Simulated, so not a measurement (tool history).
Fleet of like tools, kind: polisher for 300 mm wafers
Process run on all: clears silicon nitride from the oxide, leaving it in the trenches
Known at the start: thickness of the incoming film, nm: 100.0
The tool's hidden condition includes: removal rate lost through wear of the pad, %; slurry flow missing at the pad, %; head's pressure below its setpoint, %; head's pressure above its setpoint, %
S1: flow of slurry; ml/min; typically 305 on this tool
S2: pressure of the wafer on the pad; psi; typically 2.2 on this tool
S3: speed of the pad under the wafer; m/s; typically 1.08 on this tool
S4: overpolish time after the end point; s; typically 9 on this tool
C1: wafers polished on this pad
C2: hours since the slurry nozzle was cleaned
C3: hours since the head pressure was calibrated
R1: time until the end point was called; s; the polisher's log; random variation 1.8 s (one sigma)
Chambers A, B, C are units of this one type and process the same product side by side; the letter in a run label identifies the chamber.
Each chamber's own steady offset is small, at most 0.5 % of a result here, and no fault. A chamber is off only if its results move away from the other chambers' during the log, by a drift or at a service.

run	hour	S1	S2	S3	S4	C1	C2	C3	R1
# hour 3: chamber A: head pressure recalibrated
1A	5.5	305	2.2	1.08	9	681	279.9	2.5	134.66
# hour 10.5: chamber A: worn pad replaced by a new one
2C	13.2	305	2.2	1.08	9	117	312.5	594.3	136.96
3B	17.7	305	2.2	1.08	9	728	266.3	103.5	136.13
4C	25.4	305	2.2	1.08	9	219	324.7	606.5	130.77
5A	30.4	305	2.2	1.08	9	167	304.8	27.4	135.87
6B	36	305	2.2	1.08	9	882	284.6	121.8	137.6
7C	43.2	305	2.2	1.08	9	368	342.5	624.3	134.07
8B	48.5	305	2.2	1.08	9	986	297.1	134.3	135.91
9A	53.1	305	2.2	1.08	9	357	327.5	50.1	135.07
10B	58.9	305	2.2	1.08	9	1073	307.5	144.7	133.97
11C	66.6	305	2.2	1.08	9	564	365.9	647.7	133.77
12A	73.3	305	2.2	1.08	9	526	347.7	70.3	133.26
13A	77.5	305	2.2	1.08	9	562	351.9	74.5	137.06
# hour 82: chamber C: worn pad replaced by a new one
14C	82.2	305	2.2	1.08	9	2	381.5	663.3	133.44
15B	86.6	305	2.2	1.08	9	1305	335.2	172.4	134.97
# hour 87.9: chamber B: worn pad replaced by a new one
16C	94	305	2.2	1.08	9	101	393.3	675.1	134.42
# hour 94.9: chamber A: worn pad replaced by a new one
17B	100.8	305	2.2	1.08	9	108	349.4	186.6	132.78
18A	109.2	305	2.2	1.08	9	119	383.6	106.2	135.14
19C	113.6	305	2.2	1.08	9	265	412.9	694.7	131.19
20A	119.4	305	2.2	1.08	9	205	393.8	116.4	131.13
21B	126	305	2.2	1.08	9	319	374.6	211.8	135.63
22B	129.8	305	2.2	1.08	9	351	378.4	215.6	133.55
23C	135.8	305	2.2	1.08	9	451	435.1	716.9	125.24
24A	142.8	305	2.2	1.08	9	401	417.2	139.8	131.97
25A	149.4	305	1.6	0.88	9	456	423.8	146.4	222
26B	155.4	305	1.6	0.88	9	566	404	241.2	226.97
27C	160.3	305	1.6	0.88	9	656	459.6	741.4	214.08
28A	167.9	305	2.2	1.08	9	611	442.3	164.9	135.03
29B	175	305	2.2	1.08	9	730	423.6	260.8	134.79
30C	178.9	305	2.2	1.08	9	812	478.2	760	124.96
# hour 182.1: chamber C: worn pad replaced by a new one
31C	186.7	305	2.2	1.08	9	38	486	767.8	119.47

Next, all 3 chambers run the settings below, one line each with question marks for the results. What does each chamber give?
32A	192.9	305	2.2	1.08	9				?
32B	192.9	305	2.2	1.08	9				?
32C	192.9	305	2.2	1.08	9				?

run	R1
32A	134.28
32B	132.35
32C	120.14
